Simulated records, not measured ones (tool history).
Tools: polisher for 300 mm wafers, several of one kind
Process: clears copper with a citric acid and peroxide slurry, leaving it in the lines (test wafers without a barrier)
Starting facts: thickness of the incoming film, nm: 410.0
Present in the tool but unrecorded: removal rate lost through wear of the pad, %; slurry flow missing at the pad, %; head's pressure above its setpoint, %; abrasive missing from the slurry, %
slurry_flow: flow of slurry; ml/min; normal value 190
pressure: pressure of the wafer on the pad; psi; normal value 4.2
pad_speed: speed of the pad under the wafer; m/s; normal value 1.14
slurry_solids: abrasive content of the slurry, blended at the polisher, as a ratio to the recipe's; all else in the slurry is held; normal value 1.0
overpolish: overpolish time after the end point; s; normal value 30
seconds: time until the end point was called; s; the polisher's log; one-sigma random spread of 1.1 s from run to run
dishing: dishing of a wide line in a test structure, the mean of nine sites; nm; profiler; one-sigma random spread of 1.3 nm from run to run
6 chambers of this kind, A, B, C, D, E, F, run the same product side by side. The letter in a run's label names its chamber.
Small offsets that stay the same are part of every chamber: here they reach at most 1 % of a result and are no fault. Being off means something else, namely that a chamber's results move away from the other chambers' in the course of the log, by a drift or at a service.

run,day,slurry_flow,pressure,pad_speed,slurry_solids,overpolish,wafers polished on this pad,hours since the slurry nozzle was cleaned,hours since the head pressure was calibrated,hours since the slurry blender was calibrated,seconds,dishing
1E,0.154,190,4.2,1.14,1.0,30,450,292.3,437.1,69.0,135.78,52.220
2B,0.362,190,4.2,1.14,1.0,30,128,558.8,855.4,108.9,136.32,52.434
3A,0.471,190,4.2,1.14,1.0,30,369,147.1,125.4,324.9,136.33,51.218
4C,0.596,190,4.2,1.14,1.0,30,172,203.4,940.2,226.7,136.85,51.480
# day 0.646: chamber E: worn pad replaced by a new one
# day 0.750: chamber F: worn pad replaced by a new one
5F,0.754,190,5.1,1.14,1.0,20,0,68.7,66.2,45.6,112.98,45.886
6D,0.938,190,5.1,1.14,1.0,20,1078,194.4,471.1,151.0,112.99,45.206
7A,1.058,190,5.1,1.14,1.0,20,473,161.2,139.5,339.0,109.70,45.732
# day 1.129: chamber D: worn pad replaced by a new one
8E,1.167,190,5.1,1.14,1.0,20,93,316.6,461.4,93.3,111.74,46.541
9D,1.288,190,5.1,1.14,1.0,20,28,202.8,479.5,159.4,112.92,45.622
10F,1.492,190,5.1,1.14,1.0,20,131,86.4,83.9,63.3,111.31,43.994
11B,1.700,235,4.2,1.14,0.8,30,365,590.9,887.5,141.0,139.27,53.955
12C,1.929,235,4.2,1.14,0.8,30,409,235.4,972.2,258.7,139.98,52.561
13F,2.138,235,4.2,1.14,0.8,30,246,101.9,99.4,78.8,140.37,54.828
14E,2.375,235,4.2,1.14,0.8,30,307,345.6,490.4,122.3,137.57,53.810
# day 2.496: chamber A: worn pad replaced by a new one
15B,2.554,235,4.2,1.14,0.8,30,517,611.4,908.0,161.5,140.82,52.689
16C,2.758,235,4.2,1.14,0.8,30,556,255.3,992.1,278.6,140.77,51.266
17A,2.921,190,4.2,1.14,1.0,30,75,205.9,184.2,383.7,134.77,56.527
18D,3.104,190,4.2,1.14,1.0,30,350,246.4,523.1,203.0,137.51,55.358
19E,3.217,190,3.6,1.44,1.0,30,456,365.8,510.6,142.5,125.71,54.819
# day 3.221: chamber D: slurry blender recalibrated
# day 3.229: chamber E: slurry blender recalibrated
# day 3.421: chamber B: worn pad replaced by a new one
20A,3.442,190,3.6,1.44,1.0,30,168,218.4,196.7,396.2,126.60,54.048
21F,3.625,190,3.6,1.44,1.0,30,510,137.6,135.1,114.5,125.48,55.011
22C,3.862,190,3.6,1.44,1.0,30,752,281.8,1018.6,305.1,126.43,55.393
23B,3.988,190,3.6,1.44,1.0,30,100,645.8,942.4,195.9,125.33,53.844
24D,4.150,190,3.6,1.44,1.0,30,536,271.5,548.2,22.4,126.66,55.446
# day 4.192: chamber E: worn pad replaced by a new one
# day 4.225: chamber C: worn pad replaced by a new one
25B,4.304,190,4.2,1.14,1.0,30,156,653.4,950.0,203.5,135.77,52.961
26C,4.483,190,4.2,1.28,1.0,30,45,296.7,1033.5,320.0,122.98,57.046
27D,4.604,190,4.2,1.28,1.0,30,617,282.4,559.1,33.3,122.82,58.122
# day 4.617: chamber A: slurry blender recalibrated
28E,4.783,190,4.2,1.28,1.0,30,105,403.4,548.2,37.4,120.30,57.918
# day 4.804: chamber F: worn pad replaced by a new one
29A,4.938,190,4.2,1.28,1.0,30,433,254.3,232.6,7.7,120.72,58.796
30F,5.125,190,4.2,1.28,1.0,30,57,173.6,171.1,150.5,119.97,56.546
31F,5.346,190,4.2,1.28,1.0,30,96,178.9,176.4,155.8,122.66,59.094
32D,5.508,190,4.2,1.14,1.0,30,777,304.1,580.8,55.0,137.70,54.519
33A,5.625,190,4.2,1.14,1.0,30,555,270.8,249.1,24.2,133.83,52.233
34C,5.779,190,4.2,1.14,1.0,30,275,327.8,1064.6,351.1,136.96,54.664
35B,5.971,190,4.2,1.14,1.0,30,452,693.4,990.0,243.5,137.34,53.485
36E,6.162,190,4.2,1.14,1.2,30,349,436.5,581.3,70.5,130.50,56.434

The same settings go to every chamber for the next run, one line per chamber below. Forecast the results for each:
37A,6.333,190,4.2,1.14,1.0,30,,,,,?,?
37B,6.333,190,4.2,1.14,1.0,30,,,,,?,?
37C,6.333,190,4.2,1.14,1.0,30,,,,,?,?
37D,6.333,190,4.2,1.14,1.0,30,,,,,?,?
37E,6.333,190,4.2,1.14,1.0,30,,,,,?,?
37F,6.333,190,4.2,1.14,1.0,30,,,,,?,?

run,seconds,dishing
37A,135.95,50.659
37B,135.47,51.766
37C,136.17,55.821
37D,135.66,54.171
37E,135.21,53.730
37F,134.71,53.378
